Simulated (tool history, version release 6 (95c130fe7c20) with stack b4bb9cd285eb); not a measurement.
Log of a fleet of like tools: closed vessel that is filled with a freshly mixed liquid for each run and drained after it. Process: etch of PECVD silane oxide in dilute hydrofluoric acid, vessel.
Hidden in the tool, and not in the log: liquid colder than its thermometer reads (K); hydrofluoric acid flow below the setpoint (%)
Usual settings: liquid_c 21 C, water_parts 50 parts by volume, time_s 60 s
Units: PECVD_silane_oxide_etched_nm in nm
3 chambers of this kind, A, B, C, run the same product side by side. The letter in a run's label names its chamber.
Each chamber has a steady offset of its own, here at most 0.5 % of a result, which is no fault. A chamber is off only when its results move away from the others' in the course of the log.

run,day,liquid_c,water_parts,time_s,hours since the thermometer was replaced,hours since the hydrofluoric acid flow meter was replaced,"read-back film thickness of the PECVD silane oxide reference wafer, read on the same gauge (nm)",PECVD_silane_oxide_etched_nm
1B,0.525,21,50,60,655.6,398.2,149.99,28.18
2A,0.796,21,50,60,432.7,320.6,149.99,27.842
3C,1.217,21,50,60,355.3,914,150.01,28.554
4B,1.708,21,50,60,684,426.6,149.97,28.287
5C,2.021,21,50,60,374.6,933.3,150,28.047
6A,2.608,21,50,60,476.2,364.1,150,28.349
7A,3.092,21,50,60,487.8,375.7,150.05,28.047
8B,3.45,21,50,60,725.8,468.4,149.94,28.062
9C,3.829,21,50,60,418,976.7,149.98,28.399
10B,4.154,21,50,60,742.7,485.3,150.03,28.088
# day 4.325: chamber C: hydrofluoric acid flow meter replaced
11C,4.708,21,50,60,439.1,9.2,150.01,28.343
12A,5.229,21,50,60,539.1,427,149.95,28.21
13A,5.704,21,50,60,550.5,438.4,150,27.7
14B,6.188,21,50,90,791.5,534.1,149.99,42.297
15C,6.704,21,50,90,487,57.1,150.03,41.66
16B,7.067,21,50,90,812.6,555.2,150,42.499
17C,7.354,21,50,60,502.6,72.7,150.01,28.073
18A,7.904,21,50,60,603.3,491.2,149.98,28.042
19B,8.225,21,50,60,840.4,583,150.03,28.204
20C,8.796,21,50,60,537.2,107.3,150,27.977

What goes on in this fleet: one chamber off, a drifting gauge, or nothing beyond the chambers' own small offsets? Name the chamber and the cause, if any.

No chamber stands off beyond its own small offset, and the gauge holds steady.

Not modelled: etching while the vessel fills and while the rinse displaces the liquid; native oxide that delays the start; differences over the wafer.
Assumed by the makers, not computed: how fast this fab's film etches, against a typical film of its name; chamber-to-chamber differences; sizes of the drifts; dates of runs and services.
